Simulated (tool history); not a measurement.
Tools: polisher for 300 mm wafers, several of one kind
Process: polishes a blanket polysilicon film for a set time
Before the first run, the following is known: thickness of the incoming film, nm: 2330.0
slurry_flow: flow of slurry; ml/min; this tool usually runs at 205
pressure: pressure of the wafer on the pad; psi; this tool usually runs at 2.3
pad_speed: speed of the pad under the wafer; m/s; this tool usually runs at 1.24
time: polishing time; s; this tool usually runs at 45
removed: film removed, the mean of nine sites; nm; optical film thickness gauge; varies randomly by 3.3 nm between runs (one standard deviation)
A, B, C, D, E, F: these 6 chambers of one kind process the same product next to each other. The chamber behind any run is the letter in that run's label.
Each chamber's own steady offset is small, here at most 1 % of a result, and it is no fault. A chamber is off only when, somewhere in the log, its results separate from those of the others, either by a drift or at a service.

run,hour,slurry_flow,pressure,pad_speed,time,wafers polished on this pad,hours since the slurry nozzle was cleaned,hours since the head pressure was calibrated,removed
1B,10.3,205,2.3,1.24,45,750,244.3,169.9,381.85
# hour 13.9: chamber A: worn pad replaced by a new one
# hour 15.1: chamber F: worn pad replaced by a new one
2E,24.2,205,2.3,1.24,45,1403,62.1,474.3,385.15
# hour 24.3: chamber D: worn pad replaced by a new one
# hour 26.4: chamber E: worn pad replaced by a new one
3C,33,205,2.3,1.24,45,1420,427,1329.3,393.97
# hour 38.1: chamber C: worn pad replaced by a new one
# hour 43.6: chamber C: slurry nozzle cleaned
4F,46,205,2.3,1.24,45,464,46,442.3,391.17
# hour 50.6: chamber B: worn pad replaced by a new one
5A,60.5,205,2.3,1.24,45,699,600.6,287.8,389.71
6D,73.1,205,2.3,1.24,45,732,266.4,205.9,388.46
7B,84.5,205,2.3,1.24,45,509,318.5,244.1,384.29
# hour 92.9: chamber F: worn pad replaced by a new one
8A,94.3,205,2.3,1.24,45,1207,634.4,321.6,387.06
# hour 103.8: chamber E: worn pad replaced by a new one
9F,104.6,205,2.3,1.24,45,176,104.6,500.9,391.73
# hour 109.5: chamber A: worn pad replaced by a new one
10E,111.3,205,2.3,0.82,51,112,149.2,561.4,288.5
# hour 120.8: chamber D: worn pad replaced by a new one
11D,122.1,205,2.3,0.82,51,20,315.4,254.9,297.61
12C,136.2,205,2.3,0.82,51,1472,92.6,1432.5,293.21
# hour 136.5: chamber C: worn pad replaced by a new one
# hour 137.8: chamber B: worn pad replaced by a new one
13F,143.7,205,2.3,0.82,51,762,143.7,540,300.36
14E,150.7,205,2.3,0.82,51,704,188.6,600.8,287.24
# hour 155: chamber A: slurry nozzle cleaned
# hour 159.1: chamber C: head pressure recalibrated
15A,165.2,205,2.3,0.82,51,836,10.3,392.5,286.05
# hour 170.6: chamber F: worn pad replaced by a new one
16C,176.7,205,2.3,1.24,45,603,133.1,17.6,434.33
17D,185.4,205,2.9,1.24,36,970,378.7,318.2,390.26
18B,195,205,2.9,1.24,36,858,429,354.6,382.56
# hour 195.1: chamber E: worn pad replaced by a new one
# hour 206.6: chamber A: worn pad replaced by a new one
19F,206.9,205,2.9,1.24,36,545,206.9,603.2,402.14
# hour 210.1: chamber D: head pressure recalibrated
# hour 213.5: chamber D: worn pad replaced by a new one
20B,215.8,205,2.9,1.24,36,1170,449.8,375.4,388.53
# hour 218.8: chamber C: worn pad replaced by a new one
21E,225.3,205,2.9,1.24,36,454,263.2,675.4,387.06
# hour 230.1: chamber B: worn pad replaced by a new one
22D,232,205,2.9,1.24,36,278,425.3,21.9,388.39
23C,241.1,205,2.3,1.24,45,335,197.5,82,431.87
24A,248.7,205,2.3,1.24,45,632,93.8,476,390.51
# hour 256.2: chamber F: worn pad replaced by a new one
25F,259.2,205,2.3,1.24,45,45,259.2,655.5,382.53
26E,271.4,205,2.3,1.24,45,1146,309.3,721.5,387.47
# hour 280.2: chamber E: worn pad replaced by a new one
27B,281.2,205,2.3,1.24,45,767,515.2,440.8,379.09
# hour 288.9: chamber A: worn pad replaced by a new one
28C,290.4,205,2.3,1.24,45,1075,246.8,131.3,431.04
# hour 291.2: chamber D: worn pad replaced by a new one
29A,302,205,2.3,1.24,45,197,147.1,529.3,387.1
# hour 310.7: chamber C: worn pad replaced by a new one
30D,311.5,205,2.3,1.24,45,305,504.8,101.4,388.18
# hour 312.7: chamber B: worn pad replaced by a new one
31F,323.2,205,2.3,1.24,45,1005,323.2,719.5,388.51
32C,337.9,205,2.3,1.24,36,408,294.3,178.8,344.92
33E,350.6,205,2.3,1.24,36,1058,388.5,800.7,301.59
34A,363.3,205,2.3,1.24,36,1118,208.4,590.6,308.54
# hour 367.6: chamber E: worn pad replaced by a new one
# hour 368.5: chamber D: worn pad replaced by a new one
# hour 370.4: chamber A: worn pad replaced by a new one
# hour 372.8: chamber D: slurry nozzle cleaned
35B,377.3,205,2.3,1.24,36,970,611.3,536.9,306.51
36D,387,205,2.3,1.24,36,278,14.3,176.9,317.56
37A,394.2,205,2.3,1.24,36,357,239.3,621.5,311.19
# hour 402.3: chamber B: worn pad replaced by a new one
38C,405.3,205,2.3,1.24,45,1420,361.7,246.2,431.14
39E,413,205,2.3,1.24,45,682,450.9,863.1,390.28
40B,423.3,205,2.3,1.24,45,315,657.3,582.9,388.57
41D,435.7,205,2.3,1.24,45,1009,63,225.6,391.54

All 6 chambers run these settings next. Forecast each chamber's results:
42A,446.7,205,2.3,1.24,45,,,,?
42B,446.7,205,2.3,1.24,45,,,,?
42C,446.7,205,2.3,1.24,45,,,,?
42D,446.7,205,2.3,1.24,45,,,,?
42E,446.7,205,2.3,1.24,45,,,,?
42F,446.7,205,2.3,1.24,45,,,,?

run,removed
42A,388.24
42B,384.85
42C,426.08
42D,394.98
42E,383.25
42F,387.14
